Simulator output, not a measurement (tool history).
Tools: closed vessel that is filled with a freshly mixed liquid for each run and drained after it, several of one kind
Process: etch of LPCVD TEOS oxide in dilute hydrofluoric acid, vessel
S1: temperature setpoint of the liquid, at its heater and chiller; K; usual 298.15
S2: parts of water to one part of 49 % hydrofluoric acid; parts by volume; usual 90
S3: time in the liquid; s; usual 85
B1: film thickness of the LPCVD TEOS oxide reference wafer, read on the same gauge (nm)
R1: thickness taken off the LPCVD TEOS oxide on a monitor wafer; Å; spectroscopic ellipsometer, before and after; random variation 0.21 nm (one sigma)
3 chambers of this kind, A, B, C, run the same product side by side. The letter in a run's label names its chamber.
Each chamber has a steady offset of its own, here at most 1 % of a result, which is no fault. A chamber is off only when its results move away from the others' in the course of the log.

{"run": "1B", "hour": 5.1, "S1": 298.15, "S2": 90, "S3": 85, "B1": 59.952, "R1": 308.01}
{"run": "2A", "hour": 8.1, "S1": 298.15, "S2": 90, "S3": 85, "B1": 59.968, "R1": 311.01}
{"run": "3C", "hour": 13.3, "S1": 298.15, "S2": 90, "S3": 85, "B1": 60.03, "R1": 317.17}
{"run": "4C", "hour": 16.5, "S1": 298.15, "S2": 90, "S3": 85, "B1": 59.976, "R1": 315.84}
{"run": "5A", "hour": 20.1, "S1": 298.15, "S2": 90, "S3": 85, "B1": 59.999, "R1": 312.86}
{"run": "6B", "hour": 23.5, "S1": 298.15, "S2": 90, "S3": 85, "B1": 59.999, "R1": 312.74}
{"run": "7B", "hour": 26.7, "S1": 298.15, "S2": 90, "S3": 85, "B1": 59.994, "R1": 310.78}
{"run": "8A", "hour": 30.6, "S1": 298.15, "S2": 90, "S3": 85, "B1": 59.968, "R1": 312.61}
{"run": "9C", "hour": 35.3, "S1": 298.15, "S2": 90, "S3": 85, "B1": 59.982, "R1": 312.99}
{"run": "10C", "hour": 38.0, "S1": 298.15, "S2": 90, "S3": 85, "B1": 60, "R1": 317.39}
{"run": "11A", "hour": 41.0, "S1": 298.15, "S2": 90, "S3": 85, "B1": 60.044, "R1": 312.81}
{"run": "12B", "hour": 46.2, "S1": 300.65, "S2": 90, "S3": 105, "B1": 59.987, "R1": 421.1}
{"run": "13B", "hour": 49.9, "S1": 300.65, "S2": 90, "S3": 105, "B1": 60.02, "R1": 420.3}
{"run": "14A", "hour": 53.2, "S1": 300.65, "S2": 90, "S3": 105, "B1": 59.981, "R1": 428.89}
{"run": "15C", "hour": 57.8, "S1": 298.15, "S2": 90, "S3": 85, "B1": 59.977, "R1": 311.22}
{"run": "16C", "hour": 62.8, "S1": 298.15, "S2": 90, "S3": 85, "B1": 60.012, "R1": 311.9}
{"run": "17B", "hour": 65.8, "S1": 299.65, "S2": 90, "S3": 40, "B1": 59.971, "R1": 156.02}
{"run": "18A", "hour": 70.7, "S1": 299.65, "S2": 90, "S3": 40, "B1": 60.006, "R1": 161.98}
{"run": "19A", "hour": 73.8, "S1": 299.65, "S2": 90, "S3": 40, "B1": 59.99, "R1": 161.77}
{"run": "20B", "hour": 77.6, "S1": 298.15, "S2": 90, "S3": 85, "B1": 59.964, "R1": 313.08}
{"run": "21C", "hour": 80.2, "S1": 300.15, "S2": 90, "S3": 85, "B1": 60.039, "R1": 337.93}
{"run": "22A", "hour": 85.0, "S1": 300.15, "S2": 90, "S3": 85, "B1": 59.99, "R1": 350.11}

All 3 chambers run these settings next. Forecast each chamber's results:
{"run": "23A", "hour": 89.1, "S1": 298.15, "S2": 105, "S3": 85, "R1": "?"}
{"run": "23B", "hour": 89.1, "S1": 298.15, "S2": 105, "S3": 85, "R1": "?"}
{"run": "23C", "hour": 89.1, "S1": 298.15, "S2": 105, "S3": 85, "R1": "?"}

run=23A R1=276.88
run=23B R1=260.95
run=23C R1=264.97
